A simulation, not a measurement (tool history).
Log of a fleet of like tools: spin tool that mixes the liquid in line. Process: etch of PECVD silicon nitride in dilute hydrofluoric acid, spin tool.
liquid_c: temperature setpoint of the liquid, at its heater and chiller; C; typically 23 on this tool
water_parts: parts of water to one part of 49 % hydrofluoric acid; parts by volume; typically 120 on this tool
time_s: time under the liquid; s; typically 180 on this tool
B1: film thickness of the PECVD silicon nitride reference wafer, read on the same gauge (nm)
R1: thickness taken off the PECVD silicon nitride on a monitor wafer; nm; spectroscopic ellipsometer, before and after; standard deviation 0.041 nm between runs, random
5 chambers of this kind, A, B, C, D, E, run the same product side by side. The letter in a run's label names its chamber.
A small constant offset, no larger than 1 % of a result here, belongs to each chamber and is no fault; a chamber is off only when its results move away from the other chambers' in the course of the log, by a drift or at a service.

At day 0.221: chamber D: thermometer replaced.
Run 1B, day 0.221: usual settings; B1 150.02. Result: R1 4.8125 nm.
Run 2E, day 0.471: usual settings; B1 149.97. Result: R1 4.8417 nm.
Run 3C, day 0.717: usual settings; B1 149.97. Result: R1 4.9039 nm.
Run 4A, day 0.983: usual settings; B1 150.03. Result: R1 4.8224 nm.
Run 5D, day 1.242: usual settings; B1 150.03. Result: R1 4.8498 nm.
Run 6B, day 1.367: usual settings; B1 149.98. Result: R1 4.8756 nm.
Run 7D, day 1.504: usual settings; B1 150.03. Result: R1 4.9288 nm.
Run 8E, day 1.746: usual settings; B1 150.03. Result: R1 4.8466 nm.
Run 9A, day 1.908: usual settings; B1 149.97. Result: R1 4.8129 nm.
Run 10C, day 2.083: usual settings; B1 150. Result: R1 4.8349 nm.
Run 11E, day 2.358: usual settings; B1 150.01. Result: R1 4.7887 nm.
Run 12D, day 2.533: usual settings; B1 149.99. Result: R1 4.9223 nm.
Run 13A, day 2.667: usual settings; B1 150.03. Result: R1 4.8396 nm.
Run 14C, day 2.804: usual settings; B1 150.02. Result: R1 4.8221 nm.
Run 15B, day 2.929: usual settings; B1 150. Result: R1 4.782 nm.
Run 16A, day 3.083: usual settings; B1 150.03. Result: R1 4.8804 nm.
Run 17C, day 3.358: usual settings; B1 150.04. Result: R1 4.8223 nm.
Run 18B, day 3.592: usual settings; B1 149.99. Result: R1 4.7784 nm.
Run 19D, day 3.742: usual settings; B1 149.99. Result: R1 4.8889 nm.
Run 20E, day 3.904: usual settings but time_s 120 s; B1 150.01. Result: R1 3.04 nm.
Run 21D, day 4.158: usual settings but time_s 120 s; B1 150.02. Result: R1 3.2859 nm.
Run 22B, day 4.417: usual settings but time_s 120 s; B1 150.03. Result: R1 3.2034 nm.
Run 23C, day 4.542: usual settings but time_s 120 s; B1 150. Result: R1 3.2302 nm.
Run 24E, day 4.788: usual settings but time_s 120 s; B1 149.97. Result: R1 3.0537 nm.
Run 25A, day 5.038: usual settings; B1 150.03. Result: R1 4.921 nm.
Run 26B, day 5.238: usual settings but liquid_c 27 C; B1 149.95. Result: R1 6.2275 nm.
Run 27A, day 5.367: usual settings but liquid_c 27 C; B1 150.03. Result: R1 6.1799 nm.
Run 28D, day 5.521: usual settings but liquid_c 27 C; B1 149.95. Result: R1 6.3571 nm.
Run 29C, day 5.721: usual settings but liquid_c 27 C; B1 150.06. Result: R1 6.2974 nm.
Run 30E, day 5.992: usual settings but liquid_c 27 C; B1 150. Result: R1 5.861 nm.
Run 31A, day 6.246: usual settings but liquid_c 19.5 C, water_parts 170 parts by volume; B1 150.04. Result: R1 2.7456 nm.
Run 32B, day 6.371: usual settings but liquid_c 19.5 C, water_parts 170 parts by volume; B1 149.98. Result: R1 2.7074 nm.
Run 33C, day 6.512: usual settings but liquid_c 19.5 C, water_parts 170 parts by volume; B1 150.01. Result: R1 2.7186 nm.
At day 6.633: chamber E: thermometer replaced.
Run 34D, day 6.775: usual settings but liquid_c 19.5 C, water_parts 170 parts by volume; B1 149.99. Result: R1 2.7695 nm.
Run 35E, day 6.954: usual settings but liquid_c 19.5 C, water_parts 170 parts by volume; B1 150.06. Result: R1 2.477 nm.
Run 36E, day 7.2: usual settings; B1 150. Result: R1 4.4349 nm.
Run 37A, day 7.35: usual settings; B1 149.97. Result: R1 4.8089 nm.
Run 38D, day 7.538: usual settings; B1 150.01. Result: R1 4.849 nm.

Is one chamber off against the others, does the gauge drift, or is nothing wrong? If a chamber is off, say which, and what the likeliest cause is.

It is chamber E that slowly wanders off from its peers.
Cause: hydrofluoric acid flow below the setpoint (%) = 10.3.

Which of the 4 candidates below, each the usual settings with something changed and its results left as question marks, puts chamber E back in line with what the other chambers give on the usual settings?
In line here means within this much of the mean the other chambers give on the usual settings: R1 0.14 nm
Run 39E-1, day 7.738: usual settings but liquid_c 23.5 C, water_parts 115 parts by volume, time_s 195 s. Result: R1 ?.
Run 39E-2, day 7.738: usual settings but time_s 200 s. Result: R1 ?.
Run 39E-3, day 7.738: usual settings but water_parts 125 parts by volume, time_s 170 s. Result: R1 ?.
Run 39E-4, day 7.738: usual settings but liquid_c 22.5 C, water_parts 125 parts by volume, time_s 165 s. Result: R1 ?.

On the usual settings, the other chambers give on average: R1 4.8629 nm
  run      R1
39E-1  5.0944
39E-2  4.8477
39E-3  3.9571
39E-4  3.7195
The right change is 39E-2: it brings the chamber back within the allowed miss of the others.
